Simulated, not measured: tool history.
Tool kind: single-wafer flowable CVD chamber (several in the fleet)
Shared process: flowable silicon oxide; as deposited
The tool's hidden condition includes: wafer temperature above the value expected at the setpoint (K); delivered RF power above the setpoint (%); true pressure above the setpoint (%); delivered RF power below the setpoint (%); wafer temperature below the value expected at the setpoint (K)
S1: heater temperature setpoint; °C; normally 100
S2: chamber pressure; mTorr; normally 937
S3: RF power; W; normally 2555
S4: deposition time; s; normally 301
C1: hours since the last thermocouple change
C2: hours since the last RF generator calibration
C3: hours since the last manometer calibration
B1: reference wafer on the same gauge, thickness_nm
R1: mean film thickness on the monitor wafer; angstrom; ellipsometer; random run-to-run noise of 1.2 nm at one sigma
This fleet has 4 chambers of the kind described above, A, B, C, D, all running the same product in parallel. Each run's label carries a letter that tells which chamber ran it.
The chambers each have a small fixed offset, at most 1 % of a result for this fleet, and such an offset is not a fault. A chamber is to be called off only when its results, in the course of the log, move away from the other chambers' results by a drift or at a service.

| run | hour | S1 | S2 | S3 | S4 | C1 | C2 | C3 | B1 | R1 |
|---|---|---|---|---|---|---|---|---|---|---|
| 1A | 13 | 100 | 937 | 2555 | 301 | 1159.7 | 409.7 | 947.9 | 197.07 | 2332.1 |
| 2B | 22.5 | 100 | 937 | 2555 | 301 | 1626.1 | 306 | 639.4 | 197.1 | 2294.1 |
| 3C | 34.5 | 100 | 937 | 2555 | 301 | 2303 | 1106.1 | 575.4 | 196.97 | 2298.9 |
| 4D | 47.1 | 100 | 937 | 2555 | 301 | 1133.4 | 449.3 | 175.1 | 197.06 | 2330.6 |
| 5D | 57 | 100 | 937 | 2555 | 301 | 1143.3 | 459.2 | 185 | 197.18 | 2315.3 |
| 6B | 65.5 | 100 | 937 | 2555 | 301 | 1669.1 | 349 | 682.4 | 196.94 | 2297.6 |
| 7A | 72.3 | 100 | 937 | 2555 | 301 | 1219 | 469 | 1007.2 | 197.03 | 2332.1 |
|  | 72.9 | chamber D: thermocouple changed; heater temperature recalibrated |
|  | 72.9 | chamber A: capacitance manometer re-zeroed and calibrated |
| 8C | 84.4 | 100 | 937 | 2555 | 301 | 2352.9 | 1156 | 625.3 | 196.84 | 2331.1 |
| 9B | 97.6 | 100 | 937 | 2555 | 301 | 1701.2 | 381.1 | 714.5 | 196.79 | 2318.2 |
| 10D | 107.8 | 100 | 937 | 2555 | 301 | 34.9 | 510 | 235.8 | 197.08 | 2302.5 |
| 11A | 116.2 | 86 | 937 | 2820 | 301 | 1262.9 | 512.9 | 43.3 | 197.09 | 3652.2 |
| 12C | 127.6 | 86 | 937 | 2820 | 301 | 2396.1 | 1199.2 | 668.5 | 196.72 | 3643 |
| 13B | 136.7 | 86 | 937 | 2820 | 301 | 1740.3 | 420.2 | 753.6 | 197 | 3685.8 |
| 14C | 143.4 | 86 | 937 | 2820 | 301 | 2411.9 | 1215 | 684.3 | 197.1 | 3652 |
| 15A | 157.3 | 100 | 1088 | 2555 | 301 | 1304 | 554 | 84.4 | 197.01 | 2759.9 |
| 16D | 165.2 | 100 | 1088 | 2555 | 301 | 92.3 | 567.4 | 293.2 | 197.25 | 2768 |
| 17A | 178 | 100 | 1088 | 2555 | 301 | 1324.7 | 574.7 | 105.1 | 197.07 | 2770.9 |
| 18C | 190.2 | 100 | 1088 | 2555 | 301 | 2458.7 | 1261.8 | 731.1 | 196.79 | 2785.9 |
| 19D | 200.8 | 100 | 937 | 2555 | 301 | 127.9 | 603 | 328.8 | 196.8 | 2308.2 |
| 20B | 209.6 | 100 | 937 | 2555 | 301 | 1813.2 | 493.1 | 826.5 | 197.07 | 2338.2 |
| 21D | 224.2 | 100 | 937 | 2555 | 301 | 151.3 | 626.4 | 352.2 | 196.88 | 2330.5 |
| 22C | 239.6 | 100 | 937 | 2555 | 301 | 2508.1 | 1311.2 | 780.5 | 197.12 | 2324.8 |
| 23B | 246.2 | 100 | 937 | 2555 | 301 | 1849.8 | 529.7 | 863.1 | 196.7 | 2293.5 |
| 24A | 254.9 | 100 | 937 | 2555 | 301 | 1401.6 | 651.6 | 182 | 197.03 | 2311.2 |
| 25D | 262.4 | 100 | 937 | 2555 | 301 | 189.5 | 664.6 | 390.4 | 196.81 | 2295.4 |
| 26C | 270.2 | 100 | 937 | 2720 | 242 | 2538.7 | 1341.8 | 811.1 | 196.91 | 1884.8 |
| 27B | 278.2 | 100 | 937 | 2720 | 242 | 1881.8 | 561.7 | 895.1 | 196.98 | 1867.7 |
|  | 284.4 | chamber B: thermocouple changed; heater temperature recalibrated |
| 28A | 289.3 | 100 | 937 | 2720 | 242 | 1436 | 686 | 216.4 | 197.06 | 1879.2 |
|  | 295.7 | chamber C: RF generator calibrated |
| 29B | 301.5 | 100 | 937 | 2720 | 242 | 17.2 | 585 | 918.4 | 197.11 | 1816.6 |
| 30D | 315.3 | 100 | 937 | 2555 | 301 | 242.4 | 717.5 | 443.3 | 197.13 | 2314 |
| 31C | 323 | 100 | 937 | 2555 | 301 | 2591.5 | 27.4 | 863.9 | 197.06 | 2340.8 |
| 32A | 333.4 | 100 | 937 | 2555 | 301 | 1480.1 | 730.1 | 260.5 | 196.89 | 2321.4 |
| 33A | 342.5 | 100 | 937 | 2555 | 301 | 1489.2 | 739.2 | 269.6 | 196.93 | 2326 |
| 34C | 357.8 | 91 | 1056 | 2555 | 301 | 2626.3 | 62.2 | 898.7 | 197.09 | 3601 |
| 35D | 368.3 | 91 | 1056 | 2555 | 301 | 295.4 | 770.5 | 496.3 | 196.97 | 3618.7 |
|  | 381.2 | chamber C: thermocouple changed; heater temperature recalibrated |
| 36B | 381.7 | 91 | 1056 | 2555 | 301 | 97.4 | 665.2 | 998.6 | 196.94 | 3426.5 |
| 37D | 391 | 91 | 1056 | 2555 | 301 | 318.1 | 793.2 | 519 | 197.02 | 3643.5 |
| 38B | 400 | 100 | 937 | 2555 | 301 | 115.7 | 683.5 | 1016.9 | 197.02 | 2202.4 |
| 39A | 414.9 | 100 | 937 | 2555 | 301 | 1561.6 | 811.6 | 342 | 197.02 | 2347.1 |
| 40C | 429.5 | 100 | 937 | 2555 | 301 | 48.3 | 133.9 | 970.4 | 197.16 | 2308.1 |
| 41B | 437.4 | 100 | 937 | 2555 | 301 | 153.1 | 720.9 | 1054.3 | 196.94 | 2219.8 |
| 42A | 444.3 | 100 | 937 | 2555 | 301 | 1591 | 841 | 371.4 | 197.22 | 2310.1 |
| 43C | 452.3 | 100 | 937 | 2555 | 301 | 71.1 | 156.7 | 993.2 | 197.28 | 2315.7 |

Does one chamber stand apart from the rest, does the shared gauge drift, or is all well apart from small per-chamber offsets? Give the chamber and the most likely cause, where there is one.

Chamber B has stood off from the others ever since a service on it.
Likeliest cause: wafer temperature above the value expected at the setpoint (K) = 1.31.

Here are 4 candidates for chamber B's next run, each the usual settings with a change, their results left as question marks. Which one brings its results back in line with what the others give on the usual settings?
In line means no further than this from the other chambers' mean on the usual settings: R1 41 angstrom
| 44B-1 | 463.3 | 98 | 956 | 2560 | 304 |  |  |  |  | ? |
| 44B-2 | 463.3 | 102 | 918 | 2550 | 298 |  |  |  |  | ? |
| 44B-3 | 463.3 | 99 | 947 | 2555 | 301 |  |  |  |  | ? |
| 44B-4 | 463.3 | 101 | 928 | 2555 | 299 |  |  |  |  | ? |

Average result of the remaining chambers running the usual settings: R1 2324.9 angstrom
| run | R1 |
|---|---|
| 44B-1 | 2451.8 |
| 44B-2 | 1994.8 |
| 44B-3 | 2320.4 |
| 44B-4 | 2099.1 |
It is 44B-3 that realigns the chamber with its peers.
